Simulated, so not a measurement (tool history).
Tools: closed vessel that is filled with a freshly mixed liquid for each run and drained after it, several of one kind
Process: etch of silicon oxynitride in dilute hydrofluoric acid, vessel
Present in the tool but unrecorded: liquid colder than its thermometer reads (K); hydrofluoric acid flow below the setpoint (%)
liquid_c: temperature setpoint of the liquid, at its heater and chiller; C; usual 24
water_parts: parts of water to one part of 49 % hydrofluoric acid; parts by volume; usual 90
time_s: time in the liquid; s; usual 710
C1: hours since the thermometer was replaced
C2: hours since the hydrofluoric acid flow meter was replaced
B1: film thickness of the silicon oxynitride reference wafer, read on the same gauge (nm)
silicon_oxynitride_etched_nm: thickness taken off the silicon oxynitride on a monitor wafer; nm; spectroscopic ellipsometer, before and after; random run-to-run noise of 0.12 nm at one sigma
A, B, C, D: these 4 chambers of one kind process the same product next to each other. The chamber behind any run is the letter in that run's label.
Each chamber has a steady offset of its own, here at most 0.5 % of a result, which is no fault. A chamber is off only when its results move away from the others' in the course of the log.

run 1D day=0.462 | liquid_c=24 water_parts=90 time_s=710 | C1=1519.8 C2=844.4 | B1=39.980 | silicon_oxynitride_etched_nm=36.651
run 2A day=0.854 | liquid_c=24 water_parts=90 time_s=710 | C1=1070.6 C2=1452.3 | B1=39.995 | silicon_oxynitride_etched_nm=36.513
run 3C day=1.250 | liquid_c=24 water_parts=90 time_s=710 | C1=69.4 C2=765.4 | B1=40.030 | silicon_oxynitride_etched_nm=36.841
run 4B day=1.742 | liquid_c=24 water_parts=90 time_s=710 | C1=547.8 C2=56.0 | B1=40.002 | silicon_oxynitride_etched_nm=36.465
run 5A day=2.100 | liquid_c=24 water_parts=90 time_s=710 | C1=1100.5 C2=1482.2 | B1=39.983 | silicon_oxynitride_etched_nm=36.420
run 6C day=2.400 | liquid_c=24 water_parts=90 time_s=710 | C1=97.0 C2=793.0 | B1=39.989 | silicon_oxynitride_etched_nm=36.619
run 7D day=2.854 | liquid_c=24 water_parts=90 time_s=710 | C1=1577.2 C2=901.8 | B1=39.993 | silicon_oxynitride_etched_nm=36.247
run 8B day=3.358 | liquid_c=24 water_parts=90 time_s=710 | C1=586.6 C2=94.8 | B1=39.990 | silicon_oxynitride_etched_nm=36.525
run 9A day=3.767 | liquid_c=24 water_parts=120 time_s=375 | C1=1140.5 C2=1522.2 | B1=39.996 | silicon_oxynitride_etched_nm=14.164
run 10D day=4.221 | liquid_c=24 water_parts=120 time_s=375 | C1=1610.0 C2=934.6 | B1=39.998 | silicon_oxynitride_etched_nm=13.907
run 11C day=4.542 | liquid_c=24 water_parts=120 time_s=375 | C1=148.4 C2=844.4 | B1=39.971 | silicon_oxynitride_etched_nm=14.142
run 12B day=5.038 | liquid_c=24 water_parts=120 time_s=375 | C1=626.9 C2=135.1 | B1=39.985 | silicon_oxynitride_etched_nm=13.991
run 13B day=5.329 | liquid_c=24 water_parts=90 time_s=710 | C1=633.9 C2=142.1 | B1=39.980 | silicon_oxynitride_etched_nm=36.573
run 14D day=5.800 | liquid_c=24 water_parts=90 time_s=710 | C1=1647.9 C2=972.5 | B1=39.998 | silicon_oxynitride_etched_nm=35.879
run 15A day=6.146 | liquid_c=24 water_parts=90 time_s=710 | C1=1197.6 C2=1579.3 | B1=39.986 | silicon_oxynitride_etched_nm=36.519
run 16C day=6.433 | liquid_c=24 water_parts=90 time_s=710 | C1=193.8 C2=889.8 | B1=39.987 | silicon_oxynitride_etched_nm=36.580
run 17A day=6.679 | liquid_c=24 water_parts=90 time_s=710 | C1=1210.4 C2=1592.1 | B1=40.017 | silicon_oxynitride_etched_nm=36.784
run 18D day=7.092 | liquid_c=24 water_parts=90 time_s=710 | C1=1678.9 C2=1003.5 | B1=40.012 | silicon_oxynitride_etched_nm=35.496
run 19B day=7.388 | liquid_c=24 water_parts=90 time_s=710 | C1=683.3 C2=191.5 | B1=39.993 | silicon_oxynitride_etched_nm=36.482
run 20C day=7.833 | liquid_c=24 water_parts=90 time_s=710 | C1=227.4 C2=923.4 | B1=40.003 | silicon_oxynitride_etched_nm=36.381
run 21B day=8.212 | liquid_c=24 water_parts=90 time_s=710 | C1=703.1 C2=211.3 | B1=40.023 | silicon_oxynitride_etched_nm=36.606
run 22C day=8.733 | liquid_c=24 water_parts=90 time_s=710 | C1=249.0 C2=945.0 | B1=40.011 | silicon_oxynitride_etched_nm=36.697
run 23A day=9.108 | liquid_c=24 water_parts=90 time_s=710 | C1=1268.7 C2=1650.4 | B1=40.005 | silicon_oxynitride_etched_nm=36.440
run 24D day=9.588 | liquid_c=24 water_parts=90 time_s=710 | C1=1738.8 C2=1063.4 | B1=40.006 | silicon_oxynitride_etched_nm=35.116

All 4 chambers run these settings next. Forecast each chamber's results:
run 25A day=9.967 | liquid_c=24 water_parts=90 time_s=520 | silicon_oxynitride_etched_nm=?
run 25B day=9.967 | liquid_c=24 water_parts=90 time_s=520 | silicon_oxynitride_etched_nm=?
run 25C day=9.967 | liquid_c=24 water_parts=90 time_s=520 | silicon_oxynitride_etched_nm=?
run 25D day=9.967 | liquid_c=24 water_parts=90 time_s=520 | silicon_oxynitride_etched_nm=?

run=25A silicon_oxynitride_etched_nm=26.633
run=25B silicon_oxynitride_etched_nm=26.720
run=25C silicon_oxynitride_etched_nm=26.660
run=25D silicon_oxynitride_etched_nm=25.621
